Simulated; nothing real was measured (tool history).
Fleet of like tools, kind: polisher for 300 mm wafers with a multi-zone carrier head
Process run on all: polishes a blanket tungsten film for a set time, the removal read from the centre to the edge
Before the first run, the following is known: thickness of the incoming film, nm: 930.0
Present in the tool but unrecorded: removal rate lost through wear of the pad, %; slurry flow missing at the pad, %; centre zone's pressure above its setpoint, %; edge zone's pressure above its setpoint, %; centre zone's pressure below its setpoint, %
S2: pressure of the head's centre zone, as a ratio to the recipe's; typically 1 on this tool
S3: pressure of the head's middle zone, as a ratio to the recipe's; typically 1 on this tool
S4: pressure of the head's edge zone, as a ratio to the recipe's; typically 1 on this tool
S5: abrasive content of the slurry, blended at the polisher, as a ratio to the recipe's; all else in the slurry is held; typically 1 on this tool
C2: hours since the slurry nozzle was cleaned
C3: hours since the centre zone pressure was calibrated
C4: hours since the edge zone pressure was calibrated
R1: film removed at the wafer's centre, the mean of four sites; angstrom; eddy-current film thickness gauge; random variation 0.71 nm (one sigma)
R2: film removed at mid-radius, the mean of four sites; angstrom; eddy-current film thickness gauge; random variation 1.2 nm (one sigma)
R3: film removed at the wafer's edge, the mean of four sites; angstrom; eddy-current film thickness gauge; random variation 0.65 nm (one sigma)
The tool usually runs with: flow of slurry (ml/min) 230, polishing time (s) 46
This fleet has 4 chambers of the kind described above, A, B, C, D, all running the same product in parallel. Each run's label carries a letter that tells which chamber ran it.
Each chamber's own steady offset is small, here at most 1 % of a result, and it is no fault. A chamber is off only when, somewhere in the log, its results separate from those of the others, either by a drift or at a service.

-- hour=1 chamber A: worn pad replaced by a new one
run 1D hour=4.6 | flow_of_slurry_(ml/min)=230 S2=1 S3=1 S4=1 S5=1 polishing_time_(s)=46 | wafers_polished_on_this_pad=143 C2=137.4 C3=208.3 C4=585.3 | R1=973.91 R2=986.46 R3=973.29
run 2B hour=8.8 | flow_of_slurry_(ml/min)=230 S2=1 S3=1 S4=1 S5=1 polishing_time_(s)=46 | wafers_polished_on_this_pad=370 C2=302.5 C3=1525.5 C4=155.7 | R1=983.77 R2=956.54 R3=958.84
run 3A hour=12.9 | flow_of_slurry_(ml/min)=230 S2=1 S3=1 S4=1 S5=1 polishing_time_(s)=46 | wafers_polished_on_this_pad=182 C2=306.1 C3=1111.1 C4=243.1 | R1=971.12 R2=963.53 R3=971.49
run 4C hour=17.4 | flow_of_slurry_(ml/min)=230 S2=1 S3=1 S4=1 S5=1 polishing_time_(s)=46 | wafers_polished_on_this_pad=413 C2=320.2 C3=21.4 C4=498.2 | R1=981.56 R2=993.23 R3=963.42
run 5D hour=22.1 | flow_of_slurry_(ml/min)=230 S2=1 S3=1 S4=1 S5=1 polishing_time_(s)=46 | wafers_polished_on_this_pad=411 C2=154.9 C3=225.8 C4=602.8 | R1=985.2 R2=981.42 R3=980.31
-- hour=26.4 chamber C: worn pad replaced by a new one
run 6A hour=26.8 | flow_of_slurry_(ml/min)=230 S2=1 S3=1 S4=1 S5=1 polishing_time_(s)=46 | wafers_polished_on_this_pad=395 C2=320 C3=1125 C4=257 | R1=967.21 R2=962.06 R3=967.1
run 7C hour=31.7 | flow_of_slurry_(ml/min)=230 S2=1 S3=0.95 S4=1 S5=1 polishing_time_(s)=46 | wafers_polished_on_this_pad=81 C2=334.5 C3=35.7 C4=512.5 | R1=968.01 R2=917.59 R3=969.8
run 8B hour=38.9 | flow_of_slurry_(ml/min)=230 S2=1 S3=0.95 S4=1 S5=1 polishing_time_(s)=46 | wafers_polished_on_this_pad=830 C2=332.6 C3=1555.6 C4=185.8 | R1=975.93 R2=931.05 R3=960.55
run 9A hour=44.1 | flow_of_slurry_(ml/min)=230 S2=1 S3=0.95 S4=1 S5=1 polishing_time_(s)=46 | wafers_polished_on_this_pad=659 C2=337.3 C3=1142.3 C4=274.3 | R1=964.07 R2=900.96 R3=963.94
run 10B hour=48.3 | flow_of_slurry_(ml/min)=230 S2=1 S3=0.95 S4=1 S5=1 polishing_time_(s)=46 | wafers_polished_on_this_pad=974 C2=342 C3=1565 C4=195.2 | R1=987.02 R2=942.55 R3=972.55
run 11C hour=53 | flow_of_slurry_(ml/min)=230 S2=1 S3=1 S4=1 S5=1 polishing_time_(s)=46 | wafers_polished_on_this_pad=407 C2=355.8 C3=57 C4=533.8 | R1=983.42 R2=985.26 R3=973.19
run 12D hour=58.6 | flow_of_slurry_(ml/min)=230 S2=1 S3=1 S4=1 S5=1 polishing_time_(s)=46 | wafers_polished_on_this_pad=968 C2=191.4 C3=262.3 C4=639.3 | R1=968.83 R2=979 R3=978.76
-- hour=60.3 chamber C: worn pad replaced by a new one
-- hour=63.6 chamber A: centre zone pressure recalibrated
run 13D hour=63.8 | flow_of_slurry_(ml/min)=230 S2=1 S3=1.08 S4=1 S5=1 polishing_time_(s)=56 | wafers_polished_on_this_pad=1048 C2=196.6 C3=267.5 C4=644.5 | R1=1201.4 R2=1263.3 R3=1190.5
-- hour=70.1 chamber B: worn pad replaced by a new one
run 14B hour=70.4 | flow_of_slurry_(ml/min)=230 S2=1 S3=1.08 S4=1 S5=1 polishing_time_(s)=56 | wafers_polished_on_this_pad=4 C2=364.1 C3=1587.1 C4=217.3 | R1=1204.3 R2=1256.5 R3=1184.9
run 15C hour=75.5 | flow_of_slurry_(ml/min)=230 S2=1 S3=1.08 S4=1 S5=1 polishing_time_(s)=56 | wafers_polished_on_this_pad=232 C2=378.3 C3=79.5 C4=556.3 | R1=1182.7 R2=1270.5 R3=1191.7
run 16A hour=81.9 | flow_of_slurry_(ml/min)=230 S2=1 S3=1.08 S4=1 S5=1 polishing_time_(s)=56 | wafers_polished_on_this_pad=1237 C2=375.1 C3=18.4 C4=312.1 | R1=1189.8 R2=1263.3 R3=1178.9
-- hour=82 chamber A: worn pad replaced by a new one
-- hour=84 chamber B: centre zone pressure recalibrated
run 17C hour=87.2 | flow_of_slurry_(ml/min)=230 S2=1 S3=1 S4=1 S5=1 polishing_time_(s)=46 | wafers_polished_on_this_pad=411 C2=390 C3=91.2 C4=568 | R1=977.79 R2=977.62 R3=975.48
run 18D hour=91.4 | flow_of_slurry_(ml/min)=230 S2=1 S3=1 S4=0.91 S5=1.2 polishing_time_(s)=46 | wafers_polished_on_this_pad=1470 C2=224.2 C3=295.1 C4=672.1 | R1=1017.8 R2=1038.5 R3=965.05
-- hour=91.8 chamber D: worn pad replaced by a new one
run 19A hour=94.9 | flow_of_slurry_(ml/min)=230 S2=1 S3=1 S4=0.91 S5=1.2 polishing_time_(s)=46 | wafers_polished_on_this_pad=198 C2=388.1 C3=31.4 C4=325.1 | R1=1017.1 R2=1004.2 R3=965.5
-- hour=96.1 chamber C: worn pad replaced by a new one
run 20B hour=102.3 | flow_of_slurry_(ml/min)=230 S2=1 S3=1 S4=0.91 S5=1.2 polishing_time_(s)=46 | wafers_polished_on_this_pad=492 C2=396 C3=18.4 C4=249.2 | R1=971.71 R2=1002.9 R3=958.02
run 21A hour=105.5 | flow_of_slurry_(ml/min)=230 S2=1 S3=1 S4=0.91 S5=1.2 polishing_time_(s)=46 | wafers_polished_on_this_pad=360 C2=398.7 C3=42 C4=335.7 | R1=1002.9 R2=996.91 R3=967.03
run 22C hour=112.4 | flow_of_slurry_(ml/min)=230 S2=1 S3=1 S4=1 S5=1 polishing_time_(s)=46 | wafers_polished_on_this_pad=250 C2=415.2 C3=116.4 C4=593.2 | R1=981.6 R2=984.38 R3=979.52
run 23B hour=116.1 | flow_of_slurry_(ml/min)=230 S2=1 S3=1 S4=1 S5=1 polishing_time_(s)=46 | wafers_polished_on_this_pad=703 C2=409.8 C3=32.2 C4=263 | R1=923.8 R2=980.13 R3=956.84
run 24D hour=122.1 | flow_of_slurry_(ml/min)=230 S2=1 S3=1 S4=1 S5=1 polishing_time_(s)=46 | wafers_polished_on_this_pad=463 C2=254.9 C3=325.8 C4=702.8 | R1=972.5 R2=1006.9 R3=968.84
-- hour=127.5 chamber C: worn pad replaced by a new one
run 25A hour=127.9 | flow_of_slurry_(ml/min)=230 S2=1 S3=1 S4=1 S5=1 polishing_time_(s)=46 | wafers_polished_on_this_pad=702 C2=421.1 C3=64.4 C4=358.1 | R1=978.59 R2=979.5 R3=970.84
run 26C hour=132.7 | flow_of_slurry_(ml/min)=230 S2=1 S3=1 S4=1 S5=1 polishing_time_(s)=46 | wafers_polished_on_this_pad=79 C2=435.5 C3=136.7 C4=613.5 | R1=969.71 R2=982.13 R3=991.96
run 27D hour=138.4 | flow_of_slurry_(ml/min)=170 S2=0.89 S3=1 S4=1 S5=1 polishing_time_(s)=46 | wafers_polished_on_this_pad=712 C2=271.2 C3=342.1 C4=719.1 | R1=814.05 R2=950.57 R3=932.57
run 28B hour=144.1 | flow_of_slurry_(ml/min)=170 S2=0.89 S3=1 S4=1 S5=1 polishing_time_(s)=46 | wafers_polished_on_this_pad=1131 C2=437.8 C3=60.2 C4=291 | R1=770.84 R2=918.16 R3=928.56
run 29C hour=149.8 | flow_of_slurry_(ml/min)=170 S2=0.89 S3=1 S4=1 S5=1 polishing_time_(s)=46 | wafers_polished_on_this_pad=341 C2=452.6 C3=153.8 C4=630.6 | R1=818.89 R2=945.01 R3=948.24

Which is it: a chamber that has drifted or been left off by a service, a gauge drift common to all chambers, or only each chamber's usual small offset? If a chamber is off, name it and its likeliest cause.

The work done on chamber B during a service left it standing apart from the others.
Cause: centre zone's pressure below its setpoint, % = 5.62.

Below are 4 candidate recipes for chamber B's next run, each the usual settings with a change, their results shown as question marks. Which of them brings B's results back in line with what the other chambers give on the usual settings?
To be in line, a result may differ from the other chambers' mean on the usual settings by at most: R1 25 angstrom; R2 44 angstrom; R3 23 angstrom
run 30B-1 hour=155.1 | flow_of_slurry_(ml/min)=235 S2=1.04 S3=0.98 S4=0.99 S5=1 polishing_time_(s)=47 | R1=? R2=? R3=?
run 30B-2 hour=155.1 | flow_of_slurry_(ml/min)=225 S2=0.96 S3=1.02 S4=1.01 S5=1 polishing_time_(s)=45 | R1=? R2=? R3=?
run 30B-3 hour=155.1 | flow_of_slurry_(ml/min)=230 S2=0.99 S3=1 S4=1 S5=1 polishing_time_(s)=46 | R1=? R2=? R3=?
run 30B-4 hour=155.1 | flow_of_slurry_(ml/min)=230 S2=1.01 S3=1 S4=1 S5=1 polishing_time_(s)=46 | R1=? R2=? R3=?

Other chambers, usual settings, mean: R1 974.18 angstrom; R2 972.38 angstrom; R3 973.08 angstrom
run=30B-1 R1=976.36 R2=970.03 R3=977.06
run=30B-2 R1=851.52 R2=959.07 R3=940.91
run=30B-3 R1=902.98 R2=965.04 R3=959.1
run=30B-4 R1=922.93 R2=964.94 R3=959.1
30B-1 puts the chamber back in line with the other chambers.

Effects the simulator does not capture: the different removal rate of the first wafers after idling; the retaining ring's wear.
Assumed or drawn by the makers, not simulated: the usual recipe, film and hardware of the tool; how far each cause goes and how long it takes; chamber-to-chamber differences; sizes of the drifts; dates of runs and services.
